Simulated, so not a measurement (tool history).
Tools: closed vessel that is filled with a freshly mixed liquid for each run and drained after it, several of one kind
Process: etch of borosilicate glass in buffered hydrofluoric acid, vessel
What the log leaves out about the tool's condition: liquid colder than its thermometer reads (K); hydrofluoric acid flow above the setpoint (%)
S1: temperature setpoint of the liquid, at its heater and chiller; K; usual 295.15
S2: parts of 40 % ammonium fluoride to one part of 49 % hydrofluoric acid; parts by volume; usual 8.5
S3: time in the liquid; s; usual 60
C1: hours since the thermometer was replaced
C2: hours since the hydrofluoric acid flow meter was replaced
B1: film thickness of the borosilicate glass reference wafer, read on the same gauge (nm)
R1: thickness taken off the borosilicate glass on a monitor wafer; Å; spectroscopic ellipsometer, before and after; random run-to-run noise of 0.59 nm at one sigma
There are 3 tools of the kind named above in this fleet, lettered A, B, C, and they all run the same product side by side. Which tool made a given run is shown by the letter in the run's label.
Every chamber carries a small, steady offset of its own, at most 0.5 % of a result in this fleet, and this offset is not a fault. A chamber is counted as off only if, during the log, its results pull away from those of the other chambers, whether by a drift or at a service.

run	hour	S1	S2	S3	C1	C2	B1	R1
1C	11.6	295.15	8.5	60	829.8	1480.2	29.97	763.04
2A	18.6	295.15	8.5	60	1477.9	636.5	30.003	757.89
3B	27.4	295.15	8.5	60	531.2	698.5	29.978	763.22
4B	36.8	295.15	8.5	60	540.6	707.9	30.006	770.96
5C	47.5	295.15	8.5	60	865.7	1516.1	30.008	761.07
6A	56.5	295.15	8.5	60	1515.8	674.4	29.963	754.7
7B	61.8	295.15	8.5	60	565.6	732.9	30.019	768.68
8C	68	295.15	8.5	60	886.2	1536.6	30.005	774.84
9A	77.9	295.15	7	60	1537.2	695.8	30.007	940.86
10B	83.9	295.15	7	60	587.7	755	29.965	941.9
11C	94.4	295.15	7	60	912.6	1563	29.978	945.66
12A	101.5	295.15	8.5	60	1560.8	719.4	30.01	763.45
13A	112	295.15	7	80	1571.3	729.9	30.005	1250.6
14C	122.7	295.15	7	80	940.9	1591.3	30.014	1250.6
15B	134.6	295.15	7	80	638.4	805.7	29.992	1265.2
16A	144.8	295.15	8.5	60	1604.1	762.7	30.008	745.73
17B	150.3	295.15	8.5	60	654.1	821.4	29.978	762.22
18C	161.8	295.15	8.5	60	980	1630.4	29.986	754.26
19B	169.4	295.15	8.5	60	673.2	840.5	30.006	756.29
20C	176.8	295.15	8.5	60	995	1645.4	29.965	771.89
21A	188.1	295.15	8.5	60	1647.4	806	30.013	739.64
22A	196.5	295.15	6.5	60	1655.8	814.4	29.976	964.2
23C	202.3	295.15	6.5	60	1020.5	1670.9	29.998	997.99
24B	211.9	295.15	6.5	60	715.7	883	30.016	1009.5
25A	219.9	295.15	8.5	60	1679.2	837.8	30.022	727.01
26C	228.8	295.15	8.5	60	1047	1697.4	30.01	761.27
# hour 230.7: chamber C: hydrofluoric acid flow meter replaced
27B	237.9	295.15	8.5	60	741.7	909	30.03	762.79
28A	247.3	295.15	8.5	60	1706.6	865.2	30.02	716.64
29B	254.4	295.15	8.5	60	758.2	925.5	30.002	762.08
30C	263.7	297.65	8.5	60	1081.9	33.1	29.989	886.79
31B	274.7	297.65	8.5	60	778.5	945.8	29.993	871.96
32A	286.5	297.65	8.5	60	1745.8	904.4	29.999	817.26
33C	297.3	295.15	8.5	60	1115.5	66.7	30.015	762.16
34B	304.1	295.15	8.5	60	807.9	975.2	30.024	774.42
35A	315.4	295.15	8.5	60	1774.7	933.3	29.975	705.22
36C	320.6	295.15	8.5	60	1138.8	90	29.972	762.25
37A	327.8	295.15	8.5	60	1787.1	945.7	30.028	701.69
38C	335.6	295.15	8.5	60	1153.8	105	30.044	763.84

Each of the 3 chambers runs these same settings next. Fill in every chamber's results:
39A	344.2	295.15	8.5	60				?
39B	344.2	295.15	8.5	60				?
39C	344.2	295.15	8.5	60				?

run	R1
39A	715.49
39B	749.98
39C	763.41
